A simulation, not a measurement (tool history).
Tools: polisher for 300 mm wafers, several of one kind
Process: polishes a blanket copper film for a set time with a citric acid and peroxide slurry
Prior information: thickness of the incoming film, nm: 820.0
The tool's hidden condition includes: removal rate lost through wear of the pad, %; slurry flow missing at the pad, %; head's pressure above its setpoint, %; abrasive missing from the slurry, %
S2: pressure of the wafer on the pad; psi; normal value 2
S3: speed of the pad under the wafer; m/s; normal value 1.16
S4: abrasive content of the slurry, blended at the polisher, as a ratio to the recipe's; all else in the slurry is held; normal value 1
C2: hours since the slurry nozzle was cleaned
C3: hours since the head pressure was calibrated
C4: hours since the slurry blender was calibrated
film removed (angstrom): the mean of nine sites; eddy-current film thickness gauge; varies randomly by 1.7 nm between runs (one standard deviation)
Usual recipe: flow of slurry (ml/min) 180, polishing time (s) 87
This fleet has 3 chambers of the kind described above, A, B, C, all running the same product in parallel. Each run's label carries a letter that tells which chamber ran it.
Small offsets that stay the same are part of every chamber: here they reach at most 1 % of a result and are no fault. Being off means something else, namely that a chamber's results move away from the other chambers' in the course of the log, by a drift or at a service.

run 1C hour=10 | flow_of_slurry_(ml/min)=180 S2=2 S3=1.16 S4=1 polishing_time_(s)=87 | wafers_polished_on_this_pad=749 C2=153.4 C3=232.5 C4=131.1 | film_removed_(angstrom)=1363
-- hour=14.1 chamber A: worn pad replaced by a new one
run 2A hour=15.9 | flow_of_slurry_(ml/min)=180 S2=2 S3=1.16 S4=1 polishing_time_(s)=87 | wafers_polished_on_this_pad=12 C2=327.8 C3=70.7 C4=265 | film_removed_(angstrom)=1371.7
-- hour=19.5 chamber B: head pressure recalibrated
run 3B hour=26.6 | flow_of_slurry_(ml/min)=180 S2=2 S3=1.16 S4=1 polishing_time_(s)=87 | wafers_polished_on_this_pad=373 C2=155.2 C3=7.2 C4=31.5 | film_removed_(angstrom)=1373
-- hour=28.5 chamber C: slurry blender recalibrated
run 4B hour=33.1 | flow_of_slurry_(ml/min)=180 S2=2 S3=1.16 S4=1 polishing_time_(s)=87 | wafers_polished_on_this_pad=418 C2=161.7 C3=13.7 C4=38 | film_removed_(angstrom)=1355.9
run 5C hour=41 | flow_of_slurry_(ml/min)=180 S2=2 S3=1.16 S4=1 polishing_time_(s)=87 | wafers_polished_on_this_pad=960 C2=184.4 C3=263.5 C4=12.5 | film_removed_(angstrom)=1313.7
run 6A hour=49.5 | flow_of_slurry_(ml/min)=180 S2=2 S3=1.16 S4=1 polishing_time_(s)=87 | wafers_polished_on_this_pad=240 C2=361.4 C3=104.3 C4=298.6 | film_removed_(angstrom)=1386.4
run 7A hour=60.3 | flow_of_slurry_(ml/min)=180 S2=2 S3=1.16 S4=1 polishing_time_(s)=87 | wafers_polished_on_this_pad=313 C2=372.2 C3=115.1 C4=309.4 | film_removed_(angstrom)=1377.3
run 8C hour=66.2 | flow_of_slurry_(ml/min)=180 S2=2 S3=1.16 S4=1 polishing_time_(s)=87 | wafers_polished_on_this_pad=1131 C2=209.6 C3=288.7 C4=37.7 | film_removed_(angstrom)=1363
run 9B hour=72.7 | flow_of_slurry_(ml/min)=180 S2=2 S3=1.16 S4=1 polishing_time_(s)=87 | wafers_polished_on_this_pad=687 C2=201.3 C3=53.3 C4=77.6 | film_removed_(angstrom)=1362.8
run 10A hour=77.4 | flow_of_slurry_(ml/min)=180 S2=2 S3=1.16 S4=1 polishing_time_(s)=87 | wafers_polished_on_this_pad=430 C2=389.3 C3=132.2 C4=326.5 | film_removed_(angstrom)=1391.1
run 11B hour=85 | flow_of_slurry_(ml/min)=155 S2=2 S3=1.16 S4=1 polishing_time_(s)=87 | wafers_polished_on_this_pad=770 C2=213.6 C3=65.6 C4=89.9 | film_removed_(angstrom)=1326.7
-- hour=85.3 chamber C: worn pad replaced by a new one
-- hour=88.6 chamber B: slurry blender recalibrated
run 12C hour=91.7 | flow_of_slurry_(ml/min)=155 S2=2 S3=1.16 S4=1 polishing_time_(s)=87 | wafers_polished_on_this_pad=43 C2=235.1 C3=314.2 C4=63.2 | film_removed_(angstrom)=1332.1
run 13A hour=99.1 | flow_of_slurry_(ml/min)=155 S2=2 S3=1.16 S4=1 polishing_time_(s)=87 | wafers_polished_on_this_pad=577 C2=411 C3=153.9 C4=348.2 | film_removed_(angstrom)=1331.7
run 14B hour=105.6 | flow_of_slurry_(ml/min)=180 S2=2.4 S3=1.16 S4=1 polishing_time_(s)=112 | wafers_polished_on_this_pad=910 C2=234.2 C3=86.2 C4=17.1 | film_removed_(angstrom)=2119.8
-- hour=109.3 chamber A: worn pad replaced by a new one
run 15C hour=111.8 | flow_of_slurry_(ml/min)=180 S2=2.4 S3=1.16 S4=1 polishing_time_(s)=112 | wafers_polished_on_this_pad=180 C2=255.2 C3=334.3 C4=83.3 | film_removed_(angstrom)=2027.3
run 16A hour=122.1 | flow_of_slurry_(ml/min)=180 S2=2.4 S3=1.16 S4=1 polishing_time_(s)=112 | wafers_polished_on_this_pad=87 C2=434 C3=176.9 C4=371.2 | film_removed_(angstrom)=2126.1
run 17C hour=128.3 | flow_of_slurry_(ml/min)=180 S2=2 S3=1.16 S4=1 polishing_time_(s)=87 | wafers_polished_on_this_pad=292 C2=271.7 C3=350.8 C4=99.8 | film_removed_(angstrom)=1382.4
run 18B hour=134.1 | flow_of_slurry_(ml/min)=180 S2=2 S3=1.4 S4=1 polishing_time_(s)=66 | wafers_polished_on_this_pad=1104 C2=262.7 C3=114.7 C4=45.6 | film_removed_(angstrom)=1228.8
run 19C hour=144.4 | flow_of_slurry_(ml/min)=180 S2=2 S3=1.4 S4=1 polishing_time_(s)=66 | wafers_polished_on_this_pad=401 C2=287.8 C3=366.9 C4=115.9 | film_removed_(angstrom)=1225.4
run 20B hour=154.2 | flow_of_slurry_(ml/min)=180 S2=2 S3=1.4 S4=1 polishing_time_(s)=66 | wafers_polished_on_this_pad=1240 C2=282.8 C3=134.8 C4=65.7 | film_removed_(angstrom)=1218
run 21A hour=163.4 | flow_of_slurry_(ml/min)=180 S2=2 S3=1.16 S4=1 polishing_time_(s)=87 | wafers_polished_on_this_pad=368 C2=475.3 C3=218.2 C4=412.5 | film_removed_(angstrom)=1390.8
run 22A hour=170.9 | flow_of_slurry_(ml/min)=180 S2=2 S3=1.16 S4=1.25 polishing_time_(s)=87 | wafers_polished_on_this_pad=418 C2=482.8 C3=225.7 C4=420 | film_removed_(angstrom)=1436.1
run 23C hour=179.1 | flow_of_slurry_(ml/min)=180 S2=2 S3=1.16 S4=1.25 polishing_time_(s)=87 | wafers_polished_on_this_pad=637 C2=322.5 C3=401.6 C4=150.6 | film_removed_(angstrom)=1426.9
run 24B hour=184.5 | flow_of_slurry_(ml/min)=180 S2=2 S3=1.16 S4=1.25 polishing_time_(s)=87 | wafers_polished_on_this_pad=1446 C2=313.1 C3=165.1 C4=96 | film_removed_(angstrom)=1398.8
-- hour=193.5 chamber A: slurry blender recalibrated
run 25B hour=193.5 | flow_of_slurry_(ml/min)=180 S2=2 S3=1.16 S4=1 polishing_time_(s)=87 | wafers_polished_on_this_pad=1507 C2=322.1 C3=174.1 C4=105 | film_removed_(angstrom)=1339.6
-- hour=198.2 chamber B: slurry blender recalibrated
-- hour=198.6 chamber C: slurry blender recalibrated
run 26C hour=202.4 | flow_of_slurry_(ml/min)=180 S2=2 S3=1.16 S4=1 polishing_time_(s)=87 | wafers_polished_on_this_pad=795 C2=345.8 C3=424.9 C4=3.8 | film_removed_(angstrom)=1375.7
run 27A hour=213.2 | flow_of_slurry_(ml/min)=180 S2=2 S3=1.16 S4=1 polishing_time_(s)=87 | wafers_polished_on_this_pad=706 C2=525.1 C3=268 C4=19.7 | film_removed_(angstrom)=1374.8
-- hour=220.1 chamber B: slurry nozzle cleaned
run 28A hour=221.7 | flow_of_slurry_(ml/min)=180 S2=2 S3=1.16 S4=1 polishing_time_(s)=87 | wafers_polished_on_this_pad=764 C2=533.6 C3=276.5 C4=28.2 | film_removed_(angstrom)=1373.7
-- hour=222.9 chamber A: worn pad replaced by a new one
run 29C hour=230.1 | flow_of_slurry_(ml/min)=180 S2=2 S3=1.16 S4=1 polishing_time_(s)=87 | wafers_polished_on_this_pad=983 C2=373.5 C3=452.6 C4=31.5 | film_removed_(angstrom)=1359.8
run 30B hour=238.1 | flow_of_slurry_(ml/min)=180 S2=2 S3=1.16 S4=1 polishing_time_(s)=87 | wafers_polished_on_this_pad=1810 C2=18.1 C3=218.7 C4=39.9 | film_removed_(angstrom)=1308.2
run 31B hour=245.9 | flow_of_slurry_(ml/min)=210 S2=1.4 S3=1.16 S4=1 polishing_time_(s)=87 | wafers_polished_on_this_pad=1863 C2=25.9 C3=226.5 C4=47.7 | film_removed_(angstrom)=928.27
run 32C hour=251.7 | flow_of_slurry_(ml/min)=210 S2=1.4 S3=1.16 S4=1 polishing_time_(s)=87 | wafers_polished_on_this_pad=1130 C2=395.1 C3=474.2 C4=53.1 | film_removed_(angstrom)=987.94
-- hour=255.5 chamber C: worn pad replaced by a new one
run 33A hour=257.1 | flow_of_slurry_(ml/min)=210 S2=1.4 S3=1.16 S4=1 polishing_time_(s)=87 | wafers_polished_on_this_pad=232 C2=569 C3=311.9 C4=63.6 | film_removed_(angstrom)=967.8
run 34C hour=262.5 | flow_of_slurry_(ml/min)=180 S2=2 S3=1.16 S4=1 polishing_time_(s)=87 | wafers_polished_on_this_pad=47 C2=405.9 C3=485 C4=63.9 | film_removed_(angstrom)=1353.6
run 35A hour=268 | flow_of_slurry_(ml/min)=180 S2=2 S3=1.16 S4=1 polishing_time_(s)=87 | wafers_polished_on_this_pad=306 C2=579.9 C3=322.8 C4=74.5 | film_removed_(angstrom)=1356.5
run 36B hour=278.3 | flow_of_slurry_(ml/min)=225 S2=2 S3=1.16 S4=1 polishing_time_(s)=87 | wafers_polished_on_this_pad=2083 C2=58.3 C3=258.9 C4=80.1 | film_removed_(angstrom)=1327.4

Does one chamber stand apart from the rest, does the shared gauge drift, or is all well apart from small per-chamber offsets? Give the chamber and the most likely cause, where there is one.

It is chamber B that slowly wanders off from its peers.
Most likely cause: removal rate lost through wear of the pad, % = 6.89.
The log may not separate it from: head's pressure below its setpoint, %.

Chamber B could run next with any of the 4 candidate recipes listed below; each alters the usual settings, and their results appear as question marks. Which one brings its results back in line with what the other chambers deliver on the usual settings?
In-line tolerance around the mean of the other chambers on the usual settings: film removed (angstrom) 59
run 37B-1 hour=286.2 | flow_of_slurry_(ml/min)=180 S2=2 S3=1.12 S4=1 polishing_time_(s)=84 | film_removed_(angstrom)=?
run 37B-2 hour=286.2 | flow_of_slurry_(ml/min)=180 S2=2.1 S3=1.22 S4=1 polishing_time_(s)=91 | film_removed_(angstrom)=?
run 37B-3 hour=286.2 | flow_of_slurry_(ml/min)=180 S2=1.9 S3=1.1 S4=1 polishing_time_(s)=83 | film_removed_(angstrom)=?
run 37B-4 hour=286.2 | flow_of_slurry_(ml/min)=180 S2=2 S3=1.16 S4=1.35 polishing_time_(s)=87 | film_removed_(angstrom)=?

On the usual settings, the other chambers give on average: film removed (angstrom) 1363.7
run=37B-1 film_removed_(angstrom)=1187.1
run=37B-2 film_removed_(angstrom)=1463.9
run=37B-3 film_removed_(angstrom)=1096.7
run=37B-4 film_removed_(angstrom)=1356.1
The answer is 37B-4, which returns the chamber to within the allowed miss of the others.

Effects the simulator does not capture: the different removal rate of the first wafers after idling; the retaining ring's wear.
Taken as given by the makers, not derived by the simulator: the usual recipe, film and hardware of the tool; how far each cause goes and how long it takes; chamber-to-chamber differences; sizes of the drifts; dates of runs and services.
